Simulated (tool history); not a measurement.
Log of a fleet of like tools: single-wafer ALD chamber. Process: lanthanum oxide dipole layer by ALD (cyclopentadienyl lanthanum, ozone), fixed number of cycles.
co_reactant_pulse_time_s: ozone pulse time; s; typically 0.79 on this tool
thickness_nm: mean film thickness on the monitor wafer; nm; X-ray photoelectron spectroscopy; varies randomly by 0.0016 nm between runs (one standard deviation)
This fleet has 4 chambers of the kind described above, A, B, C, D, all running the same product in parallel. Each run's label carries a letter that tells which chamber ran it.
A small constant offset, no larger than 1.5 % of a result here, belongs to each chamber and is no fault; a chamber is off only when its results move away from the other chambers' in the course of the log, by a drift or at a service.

| run | hour | co_reactant_pulse_time_s | read-back reference wafer on the same gauge, thickness_nm | thickness_nm |
|---|---|---|---|---|
| 1C | 10.2 | 0.79 | 0.39831 | 0.46222 |
| 2D | 18.4 | 0.79 | 0.39795 | 0.45048 |
| 3B | 30.8 | 0.79 | 0.39780 | 0.45522 |
| 4A | 37.8 | 0.79 | 0.39805 | 0.46059 |
| 5B | 50.0 | 0.79 | 0.39773 | 0.45529 |
| 6A | 57.6 | 0.79 | 0.39785 | 0.46426 |
| 7C | 68.5 | 0.79 | 0.39843 | 0.46082 |
| 8D | 80.4 | 1.03 | 0.39810 | 0.49486 |
| 9B | 89.9 | 1.03 | 0.39791 | 0.50208 |
| 10A | 102.2 | 1.03 | 0.39796 | 0.50730 |
| 11D | 114.5 | 1.03 | 0.39772 | 0.49941 |
| 12C | 125.3 | 0.79 | 0.39818 | 0.46303 |
| 13A | 132.4 | 0.79 | 0.39839 | 0.46419 |
| 14B | 145.3 | 0.79 | 0.39810 | 0.45610 |
| 15C | 154.1 | 0.79 | 0.39781 | 0.46157 |
|  | 157.7 | chamber D: ozone generator serviced |
| 16D | 165.7 | 0.79 | 0.39826 | 0.45399 |
| 17A | 173.2 | 0.79 | 0.39795 | 0.45737 |
|  | 177.8 | chamber B: ozone generator serviced |
| 18D | 179.8 | 0.54 | 0.39771 | 0.37906 |
| 19C | 188.8 | 0.54 | 0.39783 | 0.38421 |
| 20B | 195.3 | 0.54 | 0.39798 | 0.38232 |
| 21C | 201.7 | 0.54 | 0.39789 | 0.38350 |
| 22D | 214.8 | 1.02 | 0.39804 | 0.49590 |
| 23B | 224.7 | 1.02 | 0.39783 | 0.49731 |
| 24A | 238.2 | 1.02 | 0.39807 | 0.50596 |

All 4 chambers run these settings next. Forecast each chamber's results:
| 25A | 248.0 | 0.79 |  | ? |
| 25B | 248.0 | 0.79 |  | ? |
| 25C | 248.0 | 0.79 |  | ? |
| 25D | 248.0 | 0.79 |  | ? |

| run | thickness_nm |
|---|---|
| 25A | 0.46250 |
| 25B | 0.45967 |
| 25C | 0.45917 |
| 25D | 0.45072 |
